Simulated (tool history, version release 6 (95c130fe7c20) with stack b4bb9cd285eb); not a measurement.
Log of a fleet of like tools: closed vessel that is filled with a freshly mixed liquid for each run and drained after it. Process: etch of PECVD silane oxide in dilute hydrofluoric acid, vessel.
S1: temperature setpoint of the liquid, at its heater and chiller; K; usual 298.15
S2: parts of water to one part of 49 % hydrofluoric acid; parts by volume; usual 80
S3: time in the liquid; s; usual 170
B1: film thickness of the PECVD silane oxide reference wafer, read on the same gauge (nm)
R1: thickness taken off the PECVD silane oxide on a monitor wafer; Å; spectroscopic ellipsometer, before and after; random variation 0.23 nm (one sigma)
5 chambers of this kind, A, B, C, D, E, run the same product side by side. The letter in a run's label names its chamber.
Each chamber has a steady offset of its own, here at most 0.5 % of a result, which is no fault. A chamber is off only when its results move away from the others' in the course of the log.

| run | hour | S1 | S2 | S3 | B1 | R1 |
|---|---|---|---|---|---|---|
| 1E | 11.4 | 298.15 | 80 | 170 | 129.99 | 468.65 |
| 2C | 17.7 | 298.15 | 80 | 170 | 130.01 | 466.02 |
| 3A | 25.3 | 298.15 | 80 | 170 | 130 | 468.49 |
| 4B | 32.1 | 298.15 | 80 | 170 | 130.02 | 468.06 |
| 5D | 42.4 | 298.15 | 80 | 170 | 130.01 | 465.15 |
| 6B | 48.4 | 298.15 | 80 | 170 | 130.03 | 465.62 |
| 7D | 54 | 298.15 | 80 | 170 | 130 | 461.78 |
| 8C | 60.1 | 298.15 | 80 | 170 | 130.02 | 462.12 |
| 9E | 72 | 298.15 | 80 | 170 | 130 | 464.98 |
| 10A | 82.2 | 298.15 | 80 | 170 | 130.03 | 467.47 |
| 11A | 89.1 | 298.15 | 80 | 170 | 130 | 470.97 |
| 12E | 98.5 | 298.15 | 80 | 170 | 129.98 | 469.12 |
| 13D | 105.3 | 298.15 | 80 | 170 | 129.97 | 463.97 |
| 14B | 113.5 | 298.15 | 80 | 170 | 129.98 | 468.75 |
|  | 119.2 | chamber B: thermometer replaced |
| 15C | 121.2 | 298.15 | 80 | 170 | 130.01 | 453.02 |
| 16A | 128 | 298.15 | 80 | 170 | 129.99 | 465.11 |
| 17B | 133.8 | 298.15 | 80 | 170 | 130.03 | 468.95 |
| 18E | 139.6 | 298.15 | 80 | 170 | 130.02 | 467.82 |
| 19C | 148 | 298.15 | 80 | 170 | 130.02 | 450.11 |
| 20D | 155 | 298.15 | 80 | 170 | 130 | 463.63 |
|  | 155.8 | chamber A: hydrofluoric acid flow meter replaced |
| 21C | 166.6 | 298.15 | 80 | 170 | 129.98 | 451.14 |
| 22E | 176.3 | 298.15 | 80 | 170 | 130 | 466.75 |
| 23D | 182.8 | 298.15 | 80 | 170 | 130.02 | 460.37 |
| 24B | 193.9 | 298.15 | 80 | 170 | 129.98 | 466.55 |
| 25A | 201.1 | 298.15 | 80 | 170 | 130.03 | 472.09 |
| 26E | 207.6 | 298.15 | 80 | 170 | 130.01 | 469.54 |
| 27A | 217.4 | 298.15 | 80 | 170 | 130 | 470.57 |
| 28D | 222.9 | 298.15 | 80 | 170 | 129.97 | 465.8 |
| 29B | 229.4 | 298.15 | 80 | 170 | 129.99 | 466.17 |
| 30C | 235 | 300.65 | 105 | 170 | 129.99 | 359.21 |
| 31A | 246.8 | 300.65 | 105 | 170 | 130.02 | 386.86 |

Is one chamber off against the others, does the gauge drift, or is nothing wrong? If a chamber is off, say which, and what the likeliest cause is.

Chamber C drifts away from the others.
Cause: hydrofluoric acid flow below the setpoint (%) = 5.93.
The log may not tell that from: liquid colder than its thermometer reads (K).

Here are 4 candidates for chamber C's next run, each the usual settings with a change, their results left as question marks. Which one brings its results back in line with what the others give on the usual settings?
In line means no further than this from the other chambers' mean on the usual settings: R1 8 Å
| 32C-1 | 255.3 | 298.15 | 85 | 165 |  | ? |
| 32C-2 | 255.3 | 298.15 | 75 | 170 |  | ? |
| 32C-3 | 255.3 | 298.15 | 85 | 170 |  | ? |
| 32C-4 | 255.3 | 300.65 | 80 | 170 |  | ? |

The other chambers' mean on the usual settings: R1 467.89 Å
| run | R1 |
|---|---|
| 32C-1 | 396.9 |
| 32C-2 | 469.71 |
| 32C-3 | 408.92 |
| 32C-4 | 482.11 |
32C-2 brings the chamber back in line.

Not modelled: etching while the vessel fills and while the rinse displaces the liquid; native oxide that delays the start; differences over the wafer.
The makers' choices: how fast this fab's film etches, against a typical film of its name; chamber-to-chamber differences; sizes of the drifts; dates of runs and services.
